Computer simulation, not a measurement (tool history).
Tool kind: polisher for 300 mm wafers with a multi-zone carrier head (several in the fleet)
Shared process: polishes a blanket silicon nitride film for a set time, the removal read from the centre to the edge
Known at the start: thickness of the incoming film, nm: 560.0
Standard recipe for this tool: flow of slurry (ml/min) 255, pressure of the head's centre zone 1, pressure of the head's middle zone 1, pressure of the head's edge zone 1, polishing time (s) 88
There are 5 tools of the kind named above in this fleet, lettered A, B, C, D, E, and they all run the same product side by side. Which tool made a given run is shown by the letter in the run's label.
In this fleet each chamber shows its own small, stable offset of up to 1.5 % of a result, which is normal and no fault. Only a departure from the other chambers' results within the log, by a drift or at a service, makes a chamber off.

run   hour  flow of slurry (ml/min)  pressure of the head's centre zone  pressure of the head's middle zone  pressure of the head's edge zone  polishing time (s)  film removed at the wafer's centre (nm)  film removed at mid-radius (nm)  film removed at the wafer's edge (nm)
 1E    5.4                      255                                   1                                   1                                 1                  88                                   196.46                            190.6                                  191.4
 2B   10.3                      255                                   1                                   1                                 1                  88                                    196.7                           197.44                                 191.87
 3C   15.7                      255                                   1                                   1                                 1                  88                                   193.54                           191.69                                 197.64
      17.6  -- chamber D: worn pad replaced by a new one
 4D   19.8                      255                                   1                                   1                                 1                  88                                   195.09                           191.11                                 196.59
 5A   23.3                      255                                   1                                   1                                 1                  88                                   194.12                            193.3                                 199.88
      24.2  -- chamber A: centre zone pressure recalibrated
 6C   26.4                      255                                   1                                   1                                 1                  88                                   192.68                           192.74                                 195.83
 7D   31.6                      255                                   1                                   1                                 1                  88                                   194.99                           196.06                                 191.74
      32.2  -- chamber C: edge zone pressure recalibrated
 8A   36.4                      255                                   1                                   1                                 1                  88                                    190.2                           198.08                                 196.77
 9E   42.1                      255                                   1                                   1                                 1                  88                                   198.05                            191.8                                 197.22
10B   45.4                      255                                   1                                   1                                 1                  88                                   194.56                           193.99                                 198.97
      45.9  -- chamber B: slurry nozzle cleaned
11D   50.5                      255                                   1                                   1                                 1                  88                                   192.79                           193.74                                 189.03
12E   55.1                      255                                 0.9                                   1                              0.96                  88                                   173.27                           193.36                                  196.2
13A   60.2                      255                                 0.9                                   1                              0.96                  88                                   171.86                           193.53                                 195.84
        64  -- chamber E: worn pad replaced by a new one
14B   64.7                      255                                 0.9                                   1                              0.96                  88                                   176.57                           196.43                                 186.87
      66.3  -- chamber B: worn pad replaced by a new one
15C   67.5                      255                                 0.9                                   1                              0.96                  88                                   173.86                           193.31                                    194
16C   71.5                      255                                 0.9                                   1                              0.96                  88                                   171.51                           198.69                                  198.3
17A   74.4                      255                                   1                                   1                                 1                  88                                   190.06                           192.65                                 194.28
18E   79.8                      255                                   1                                   1                                 1                  88                                   199.14                           194.82                                  191.6
19D   83.2                      255                                   1                                   1                                 1                  88                                   191.49                           193.54                                 194.26
20B   88.1                      255                                   1                                   1                                 1                  88                                   193.67                           189.13                                 194.14
      90.9  -- chamber E: centre zone pressure recalibrated
21A   92.1                      255                                   1                                   1                                 1                  88                                   194.23                            192.3                                 190.29
22B   95.4                      255                                   1                                   1                                 1                  88                                   199.97                           193.16                                 193.54
23C  100.9                      255                                   1                                   1                                 1                  88                                   191.78                           193.64                                 196.51
24D  106.8                      255                                   1                                   1                                 1                  88                                    193.8                           195.63                                 192.18
25E  111.1                      290                                   1                                   1                                 1                 102                                   207.43                           228.28                                 227.17
26E    117                      290                                   1                                   1                                 1                 102                                   211.35                           234.38                                 235.93
27A    122                      290                                   1                                   1                                 1                 102                                   223.33                           227.23                                  227.1
28B  126.3                      290                                   1                                   1                                 1                 102                                   237.38                            229.7                                 224.07
     127.6  -- chamber D: worn pad replaced by a new one
     129.4  -- chamber A: worn pad replaced by a new one
29C  132.1                      290                                   1                                   1                                 1                 102                                   228.21                            224.2                                 223.76
30D  136.9                      255                                   1                                   1                                 1                  88                                   195.57                           197.71                                 192.77
31C    140                      255                                   1                                   1                                 1                  88                                   191.13                           197.38                                 192.62
32D  145.1                      255                                   1                                0.94                                 1                  88                                   191.18                           187.48                                 189.76
33B  149.8                      255                                   1                                0.94                                 1                  88                                   196.53                            186.2                                 190.72
34E  152.7                      255                                   1                                0.94                                 1                  88                                   178.63                           189.25                                 198.64
     155.5  -- chamber C: worn pad replaced by a new one
35A  158.6                      255                                   1                                0.94                                 1                  88                                   190.19                           178.52                                 195.41
36D  162.5                      255                                   1                                0.94                                 1                  88                                   195.02                           183.61                                 192.08
37C  168.1                      255                                   1                                   1                                 1                  88                                   195.92                           194.33                                 198.71
     172.7  -- chamber B: worn pad replaced by a new one
38A  172.7                      255                                   1                                   1                              0.95                 105                                   228.67                           228.08                                 231.22
39E    176                      255                                   1                                   1                              0.95                 105                                   212.17                            231.3                                 227.76
40B  179.4                      255                                   1                                   1                              0.95                 105                                   234.71                           230.86                                 224.38
41A  182.6                      255                                   1                                   1                              0.95                 105                                   229.57                           230.14                                  230.2
42D  187.5                      255                                   1                                   1                              0.95                 105                                      231                           230.95                                 222.88

What goes on in this fleet: one chamber off, a drifting gauge, or nothing beyond the chambers' own small offsets? Name the chamber and the cause, if any.

The work done on chamber E during a service left it standing apart from the others.
Most likely cause: centre zone's pressure below its setpoint, % = 9.28.

Which of the 4 candidates below, each the usual settings with something changed and its results left as question marks, puts chamber E back in line with what the other chambers give on the usual settings?
Maximum distance from the other chambers' mean on the usual settings for a result to count as in line: film removed at the wafer's centre (nm) 8.1; film removed at mid-radius (nm) 7.6; film removed at the wafer's edge (nm) 9.6
43E-1  191.8                      250                                0.92                                1.01                              1.03                  87                                        ?                                ?                                      ?
43E-2  191.8                      255                                1.02                                   1                              0.99                  88                                        ?                                ?                                      ?
43E-3  191.8                      255                                0.98                                   1                              1.01                  88                                        ?                                ?                                      ?
43E-4  191.8                      260                                1.08                                0.99                              0.97                  89                                        ?                                ?                                      ?

The mean the other chambers reach with the usual settings: film removed at the wafer's centre (nm) 194.25; film removed at mid-radius (nm) 194.85; film removed at the wafer's edge (nm) 195.33
  run  film removed at the wafer's centre (nm)  film removed at mid-radius (nm)  film removed at the wafer's edge (nm)
43E-1                                   159.93                           193.22                                 195.03
43E-2                                   181.71                           194.04                                  193.6
43E-3                                   173.89                           194.08                                 195.62
43E-4                                    196.1                           194.85                                 194.11
43E-4 is the one that brings the chamber's results back in line with the other chambers.
